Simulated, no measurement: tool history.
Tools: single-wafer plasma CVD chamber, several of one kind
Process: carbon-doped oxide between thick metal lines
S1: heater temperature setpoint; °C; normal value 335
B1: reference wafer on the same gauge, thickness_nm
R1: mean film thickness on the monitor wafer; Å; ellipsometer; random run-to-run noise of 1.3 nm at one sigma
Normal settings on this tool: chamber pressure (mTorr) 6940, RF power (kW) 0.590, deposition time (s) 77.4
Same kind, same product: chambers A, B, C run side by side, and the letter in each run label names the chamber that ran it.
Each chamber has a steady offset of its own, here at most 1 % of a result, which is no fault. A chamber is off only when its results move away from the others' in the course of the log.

Run 1C, hour 10.6: usual settings; B1 505.75. Result: R1 4667.1 Å.
Run 2A, hour 21.4: usual settings; B1 505.85. Result: R1 4685.3 Å.
Run 3B, hour 28.7: usual settings; B1 506.12. Result: R1 4660.5 Å.
Run 4B, hour 36.1: usual settings; B1 506.02. Result: R1 4674.4 Å.
Run 5A, hour 43.2: usual settings; B1 505.92. Result: R1 4715.4 Å.
Run 6C, hour 52.1: usual settings; B1 506.07. Result: R1 4661.0 Å.
Run 7B, hour 59.9: usual settings; B1 506.11. Result: R1 4679.7 Å.
Run 8A, hour 69.1: usual settings; B1 505.79. Result: R1 4695.9 Å.
Run 9C, hour 79.0: usual settings; B1 505.84. Result: R1 4679.9 Å.
Run 10C, hour 90.9: usual settings; B1 505.88. Result: R1 4690.4 Å.
Run 11A, hour 97.2: usual settings; B1 506.03. Result: R1 4696.9 Å.
Run 12B, hour 109.1: usual settings but deposition time (s) 89.2; B1 505.82. Result: R1 5380.9 Å.
Run 13C, hour 115.9: usual settings but deposition time (s) 89.2; B1 505.92. Result: R1 5377.7 Å.
At hour 119.7: chamber C: thermocouple changed; heater temperature recalibrated.
Run 14B, hour 125.8: usual settings but deposition time (s) 89.2; B1 505.95. Result: R1 5366.3 Å.
Run 15A, hour 137.3: usual settings; B1 505.99. Result: R1 4714.8 Å.
Run 16B, hour 146.5: usual settings but chamber pressure (mTorr) 5850, deposition time (s) 84.3; B1 506.31. Result: R1 4993.5 Å.
At hour 148.4: chamber C: capacitance manometer re-zeroed and calibrated.
Run 17C, hour 157.9: usual settings but chamber pressure (mTorr) 5850, deposition time (s) 84.3; B1 506.10. Result: R1 5091.1 Å.
Run 18A, hour 167.2: usual settings but chamber pressure (mTorr) 5850, deposition time (s) 84.3; B1 506.06. Result: R1 5044.8 Å.
Run 19C, hour 173.4: usual settings; B1 506.33. Result: R1 4745.2 Å.
Run 20B, hour 183.1: usual settings; B1 505.60. Result: R1 4687.5 Å.
Run 21A, hour 193.4: usual settings; B1 505.86. Result: R1 4711.6 Å.
Run 22A, hour 199.9: usual settings; B1 506.23. Result: R1 4703.1 Å.
Run 23C, hour 205.6: usual settings but S1 326 °C, RF power (kW) 0.555; B1 505.70. Result: R1 4716.2 Å.
Run 24B, hour 214.0: usual settings but S1 326 °C, RF power (kW) 0.555; B1 506.52. Result: R1 4622.3 Å.
Run 25A, hour 220.8: usual settings but S1 326 °C, RF power (kW) 0.555; B1 506.09. Result: R1 4664.2 Å.
Run 26C, hour 226.6: usual settings; B1 505.98. Result: R1 4723.1 Å.
Run 27B, hour 235.8: usual settings; B1 506.07. Result: R1 4679.5 Å.

Has any chamber moved away from the others, gradually or after a service, or does the common gauge drift, or do the chambers differ only by their own small steady offsets? State the chamber and the most likely cause if one applies.

Chamber C came out of a service off from its peers and stayed that way.
Likeliest cause: wafer temperature below the value expected at the setpoint (K) = 5.67.

Chamber C could run next with any of the 4 candidate recipes listed below; each alters the usual settings, and their results appear as question marks. Which one brings its results back in line with what the other chambers deliver on the usual settings?
In line here means within this much of the mean the other chambers give on the usual settings: R1 45.0 Å
Run 28C-1, hour 245.0: usual settings but S1 334 °C, RF power (kW) 0.615. Result: R1 ?.
Run 28C-2, hour 245.0: usual settings but chamber pressure (mTorr) 6950, RF power (kW) 0.595, deposition time (s) 78.2. Result: R1 ?.
Run 28C-3, hour 245.0: usual settings but S1 336 °C, chamber pressure (mTorr) 6910, RF power (kW) 0.580. Result: R1 ?.
Run 28C-4, hour 245.0: usual settings but chamber pressure (mTorr) 6920, RF power (kW) 0.580, deposition time (s) 75.7. Result: R1 ?.

The other chambers' mean on the usual settings: R1 4684.1 Å
  run      R1
28C-1  4877.2
28C-2  4817.5
28C-3  4681.0
28C-4  4593.7
28C-3 puts the chamber back in line with the other chambers.
